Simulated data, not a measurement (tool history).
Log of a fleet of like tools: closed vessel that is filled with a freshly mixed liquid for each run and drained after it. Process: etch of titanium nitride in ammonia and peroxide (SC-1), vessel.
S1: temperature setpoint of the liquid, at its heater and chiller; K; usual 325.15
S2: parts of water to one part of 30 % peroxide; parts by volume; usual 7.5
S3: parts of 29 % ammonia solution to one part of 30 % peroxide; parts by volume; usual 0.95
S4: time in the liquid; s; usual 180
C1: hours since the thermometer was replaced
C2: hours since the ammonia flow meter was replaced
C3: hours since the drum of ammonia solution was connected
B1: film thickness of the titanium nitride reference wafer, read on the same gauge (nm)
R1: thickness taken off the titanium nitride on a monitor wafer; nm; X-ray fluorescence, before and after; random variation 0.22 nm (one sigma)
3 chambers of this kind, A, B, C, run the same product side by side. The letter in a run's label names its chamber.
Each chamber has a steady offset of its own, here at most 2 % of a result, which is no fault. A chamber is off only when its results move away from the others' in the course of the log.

run   hour      S1    S2    S3   S4      C1      C2     C3      B1      R1
 1B    4.9  325.15   7.5  0.95  180   402.7  1495.5  340.7  109.97  29.463
 2C    9.9  325.15   7.5  0.95  180   867.8  1498.1    813  109.98  30.521
 3A   17.7  325.15   7.5  0.95  180   896.3  1582.7   65.6  110.02  29.573
 4B     24  325.15   7.5  0.95  180   421.8  1514.6  359.8  110.01  29.768
 5C   31.6  325.15   7.5  0.95  180   889.5  1519.8  834.7  110.01  30.333
 6A   37.5  325.15     5  0.95  180   916.1  1602.5   85.4  110.01  35.549
 7C   43.7  325.15     5  0.95  180   901.6  1531.9  846.8  109.98  36.403
 8A   49.7  325.15     5  0.95  180   928.3  1614.7   97.6  109.98  35.586
 9B   56.4  325.15  10.5  0.95  180   454.2    1547  392.2  110.03  24.847
      57.3  -- chamber A: thermometer replaced
      58.8  -- chamber C: new drum of ammonia solution connected
10C     64  325.15  10.5  0.95  180   921.9  1552.2    5.2  109.98  25.843
11B   68.4  325.15  10.5  0.95  180   466.2    1559  404.2  110.03  25.423
12A   74.5  325.15   7.5  0.95  180    17.3  1639.5  122.4  109.99  29.493
13C   80.1  325.15   7.5  0.95  180     938  1568.3   21.3  110.05  30.553
14A   84.2  318.65   7.5   0.6  180      27  1649.2  132.1  110.02  17.249
15B   91.8  318.65   7.5   0.6  180   489.6  1582.4  427.6  109.99  17.689
16A   98.7  318.65   7.5   0.6  180    41.5  1663.7  146.6  109.98  17.398
17C  103.5  325.15   7.5  0.95  180   961.4  1591.7   44.7     110  30.659
18B  110.3  325.15   7.5  0.95  180   508.1  1600.9  446.1  110.03  29.966
19C  116.7  325.15   7.5  0.95  180   974.6  1604.9   57.9  110.05  30.222
20A  120.9  325.15   7.5  0.95  180    63.7  1685.9  168.8  110.01  29.521
21B  126.2  325.15   7.5  0.95  180     524  1616.8    462  110.04  29.658
22A  132.1  325.15   7.5  0.95  180    74.9  1697.1    180  109.96    29.9
23B  136.6  325.15   7.5  0.95  180   534.4  1627.2  472.4     110  29.651
24C  141.6  325.15   7.5  0.95  180   999.5  1629.8   82.8  110.03  30.486
25C  145.3  325.15   7.5  0.95  180  1003.2  1633.5   86.5  110.01  30.275
26B    151  325.15   7.5  0.95  180   548.8  1641.6  486.8  109.98  29.703
27A  154.8  325.15   7.5  0.95  180    97.6  1719.8  202.7  109.96  29.442
28A    159  325.15   7.5   1.2   90   101.8    1724  206.9  109.96  15.073
     160.4  -- chamber A: ammonia flow meter replaced
29B  162.9  325.15   7.5   1.2   90   560.7  1653.5  498.7     110  15.443
30C  168.7  325.15   7.5   1.2   90  1026.6  1656.9  109.9  110.02  15.698
31C  172.1  325.15   7.5  0.95  180    1030  1660.3  113.3     110  30.627
32A  177.3  325.15   7.5   1.2  180   120.1    16.9  225.2  110.06  30.251
33B  184.1  325.15   7.5   1.2  180   581.9  1674.7  519.9  110.01  30.809
34B  190.3  325.15   7.5   1.2  180   588.1  1680.9  526.1  109.98  30.867
35A  195.8  325.15   7.5  0.95  180   138.6    35.4  243.7  109.99  29.615
36C  203.1  325.15   7.5  0.95  180    1061  1691.3  144.3  109.98  30.608
37C    207  325.15   7.5  0.95  180  1064.9  1695.2  148.2  109.98  30.714
38B    214  325.15   7.5  0.95  180   611.8  1704.6  549.8  110.03  29.705
39A  220.4  325.15   7.5  0.95  180   163.2      60  268.3     110  29.591
40A  228.2  325.15   7.5  0.95  180     171    67.8  276.1  110.07   29.93
41C  232.8  325.15   7.5  0.95  180  1090.7    1721    174  110.02  30.399
42B  236.8  325.15   7.5  0.95  180   634.6  1727.4  572.6  109.97   29.43
43B  244.4  325.15   7.5  0.95  180   642.2    1735  580.2  109.98  29.784

What goes on in this fleet: one chamber off, a drifting gauge, or nothing beyond the chambers' own small offsets? Name the chamber and the cause, if any.

No chamber stands off beyond its own small offset, and the gauge holds steady.
